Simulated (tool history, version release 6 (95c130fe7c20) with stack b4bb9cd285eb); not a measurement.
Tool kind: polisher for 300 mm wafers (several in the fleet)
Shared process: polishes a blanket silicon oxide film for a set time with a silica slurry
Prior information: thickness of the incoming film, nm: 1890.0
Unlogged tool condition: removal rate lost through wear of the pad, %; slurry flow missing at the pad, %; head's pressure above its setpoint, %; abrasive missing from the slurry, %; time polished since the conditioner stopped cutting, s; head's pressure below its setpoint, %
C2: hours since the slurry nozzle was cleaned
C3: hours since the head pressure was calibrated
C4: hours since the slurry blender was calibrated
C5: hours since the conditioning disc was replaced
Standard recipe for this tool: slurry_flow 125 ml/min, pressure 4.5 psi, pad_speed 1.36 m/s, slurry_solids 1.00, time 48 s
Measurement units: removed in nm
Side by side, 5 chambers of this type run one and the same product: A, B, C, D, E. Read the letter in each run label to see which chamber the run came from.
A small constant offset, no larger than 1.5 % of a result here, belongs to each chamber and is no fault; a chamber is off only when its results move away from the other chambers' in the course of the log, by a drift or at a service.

At hour 3.7: chamber E: worn pad replaced by a new one.
At hour 5.2: chamber C: conditioning disc replaced and pad reconditioned.
Run 1D, hour 9.5: usual settings; wafers polished on this pad 867; C2 284.1; C3 1487.7; C4 156.4; C5 136.6. Result: removed 168.90 nm.
At hour 13.9: chamber B: worn pad replaced by a new one.
At hour 23.5: chamber B: conditioning disc replaced and pad reconditioned.
Run 2B, hour 23.7: usual settings; wafers polished on this pad 147; C2 37.6; C3 634.2; C4 119.5; C5 0.2. Result: removed 170.03 nm.
Run 3E, hour 33.9: usual settings; wafers polished on this pad 453; C2 42.9; C3 185.6; C4 68.1; C5 40.6. Result: removed 173.22 nm.
At hour 46.8: chamber D: worn pad replaced by a new one.
Run 4C, hour 46.9: usual settings; wafers polished on this pad 935; C2 87.7; C3 475.9; C4 62.3; C5 41.7. Result: removed 168.71 nm.
At hour 51.9: chamber C: worn pad replaced by a new one.
At hour 54.3: chamber A: worn pad replaced by a new one.
Run 5A, hour 56.7: usual settings; wafers polished on this pad 36; C2 271.0; C3 104.2; C4 298.7; C5 418.1. Result: removed 168.63 nm.
Run 6B, hour 69.9: usual settings; wafers polished on this pad 841; C2 83.8; C3 680.4; C4 165.7; C5 46.4. Result: removed 168.40 nm.
At hour 80.2: chamber E: worn pad replaced by a new one.
At hour 81.9: chamber A: slurry blender recalibrated.
Run 7E, hour 82.4: usual settings; wafers polished on this pad 34; C2 91.4; C3 234.1; C4 116.6; C5 89.1. Result: removed 171.97 nm.
At hour 90.0: chamber E: slurry blender recalibrated.
At hour 94.6: chamber B: worn pad replaced by a new one.
Run 8C, hour 96.4: usual settings; wafers polished on this pad 669; C2 137.2; C3 525.4; C4 111.8; C5 91.2. Result: removed 167.92 nm.
At hour 106.5: chamber A: slurry nozzle cleaned.
Run 9D, hour 106.6: usual settings but slurry_flow 90 ml/min; wafers polished on this pad 898; C2 381.2; C3 1584.8; C4 253.5; C5 233.7. Result: removed 155.89 nm.
At hour 115.6: chamber C: worn pad replaced by a new one.
Run 10A, hour 116.9: usual settings but slurry_flow 90 ml/min; wafers polished on this pad 940; C2 10.5; C3 164.4; C4 35.0; C5 478.3. Result: removed 156.99 nm.
At hour 118.4: chamber B: head pressure recalibrated.
Run 11B, hour 128.7: usual settings but slurry_flow 90 ml/min; wafers polished on this pad 512; C2 142.6; C3 10.3; C4 224.5; C5 105.2. Result: removed 156.61 nm.
At hour 133.9: chamber A: worn pad replaced by a new one.
At hour 137.1: chamber D: worn pad replaced by a new one.
Run 12A, hour 138.9: usual settings but slurry_flow 90 ml/min; wafers polished on this pad 75; C2 32.5; C3 186.4; C4 57.0; C5 500.3. Result: removed 156.44 nm.
At hour 144.0: chamber B: conditioning disc replaced and pad reconditioned.
Run 13C, hour 153.3: usual settings but slurry_flow 90 ml/min; wafers polished on this pad 567; C2 194.1; C3 582.3; C4 168.7; C5 148.1. Result: removed 157.23 nm.
At hour 160.9: chamber E: worn pad replaced by a new one.
Run 14E, hour 163.4: usual settings; wafers polished on this pad 38; C2 172.4; C3 315.1; C4 73.4; C5 170.1. Result: removed 170.24 nm.
At hour 173.4: chamber D: head pressure recalibrated.
At hour 175.6: chamber B: worn pad replaced by a new one.
Run 15D, hour 178.1: usual settings; wafers polished on this pad 616; C2 452.7; C3 4.8; C4 325.0; C5 305.2. Result: removed 166.61 nm.
At hour 185.5: chamber E: slurry blender recalibrated.
Run 16A, hour 191.1: usual settings; wafers polished on this pad 860; C2 84.7; C3 238.6; C4 109.2; C5 552.5. Result: removed 165.95 nm.
At hour 199.1: chamber C: worn pad replaced by a new one.
At hour 201.9: chamber E: conditioning disc replaced and pad reconditioned.
At hour 202.4: chamber B: slurry nozzle cleaned.
Run 17B, hour 205.7: usual settings; wafers polished on this pad 453; C2 3.4; C3 87.3; C4 301.5; C5 61.8. Result: removed 169.47 nm.
Run 18C, hour 215.1: usual settings; wafers polished on this pad 241; C2 255.9; C3 644.1; C4 230.5; C5 209.9. Result: removed 171.33 nm.
At hour 226.7: chamber D: conditioning disc replaced and pad reconditioned.
Run 19D, hour 229.3: usual settings; wafers polished on this pad 1385; C2 503.9; C3 56.0; C4 376.2; C5 2.7. Result: removed 163.69 nm.
At hour 230.0: chamber A: conditioning disc replaced and pad reconditioned.
At hour 230.3: chamber A: worn pad replaced by a new one.
At hour 231.6: chamber E: worn pad replaced by a new one.
At hour 233.0: chamber D: slurry blender recalibrated.
Run 20E, hour 239.0: usual settings; wafers polished on this pad 111; C2 248.0; C3 390.7; C4 53.6; C5 37.2. Result: removed 169.77 nm.
At hour 241.0: chamber C: slurry blender recalibrated.
At hour 241.7: chamber D: worn pad replaced by a new one.
At hour 246.6: chamber B: worn pad replaced by a new one.
Run 21A, hour 249.1: usual settings; wafers polished on this pad 283; C2 142.7; C3 296.6; C4 167.2; C5 19.2. Result: removed 167.60 nm.
At hour 255.4: chamber E: slurry nozzle cleaned.
At hour 255.8: chamber B: conditioning disc replaced and pad reconditioned.
Run 22E, hour 259.4: usual settings; wafers polished on this pad 418; C2 4.1; C3 411.1; C4 74.0; C5 57.6. Result: removed 171.12 nm.
Run 23D, hour 266.5: usual settings; wafers polished on this pad 372; C2 541.1; C3 93.2; C4 33.5; C5 39.9. Result: removed 162.40 nm.
At hour 271.6: chamber C: worn pad replaced by a new one.
Run 24C, hour 274.7: usual settings; wafers polished on this pad 46; C2 315.5; C3 703.7; C4 33.8; C5 269.5. Result: removed 168.69 nm.
Run 25B, hour 284.8: usual settings; wafers polished on this pad 575; C2 82.5; C3 166.4; C4 380.6; C5 29.1. Result: removed 170.40 nm.
At hour 299.4: chamber E: slurry blender recalibrated.
Run 26B, hour 300.1: usual settings; wafers polished on this pad 805; C2 97.8; C3 181.7; C4 395.9; C5 44.4. Result: removed 168.12 nm.
Run 27D, hour 308.5: usual settings; wafers polished on this pad 1003; C2 583.1; C3 135.2; C4 75.5; C5 81.9. Result: removed 160.07 nm.
At hour 311.9: chamber E: worn pad replaced by a new one.
Run 28A, hour 319.8: usual settings but slurry_solids 0.85, time 61 s; wafers polished on this pad 1345; C2 213.4; C3 367.3; C4 237.9; C5 89.9. Result: removed 197.57 nm.
At hour 329.6: chamber A: worn pad replaced by a new one.
Run 29C, hour 333.9: usual settings but slurry_solids 0.85, time 61 s; wafers polished on this pad 936; C2 374.7; C3 762.9; C4 93.0; C5 328.7. Result: removed 197.94 nm.
Run 30E, hour 346.8: usual settings but slurry_solids 0.85, time 61 s; wafers polished on this pad 524; C2 91.5; C3 498.5; C4 47.5; C5 145.0. Result: removed 201.92 nm.
Run 31E, hour 354.2: usual settings but slurry_solids 0.85, time 61 s; wafers polished on this pad 636; C2 98.9; C3 505.9; C4 54.9; C5 152.4. Result: removed 201.76 nm.
Run 32A, hour 365.3: usual settings but slurry_solids 0.85, time 61 s; wafers polished on this pad 537; C2 258.9; C3 412.8; C4 283.4; C5 135.4. Result: removed 196.30 nm.

Read the log: is a single chamber off, either drifting away or since a service, is the gauge that measures every chamber drifting, or is nothing wrong beyond small per-chamber offsets? Name any odd chamber and what most likely caused it.

Chamber D drifts away from the others.
Likeliest cause: slurry flow missing at the pad, % = 21.2.

Below are 4 candidate recipes for chamber D's next run, each the usual settings with a change, their results shown as question marks. Which of them brings D's results back in line with what the other chambers give on the usual settings?
To be in line, a result may differ from the other chambers' mean on the usual settings by at most: removed 4.20 nm
Run 33D-1, hour 376.6: usual settings but time 55 s. Result: removed ?.
Run 33D-2, hour 376.6: usual settings but time 51 s. Result: removed ?.
Run 33D-3, hour 376.6: usual settings but pressure 4.2 psi. Result: removed ?.
Run 33D-4, hour 376.6: usual settings but pad_speed 1.14 m/s. Result: removed ?.

Usual-settings mean across the other chambers: removed 169.09 nm
  run  removed
33D-1   181.97
33D-2   168.74
33D-3   148.13
33D-4   137.85
It is 33D-2 that realigns the chamber with its peers.
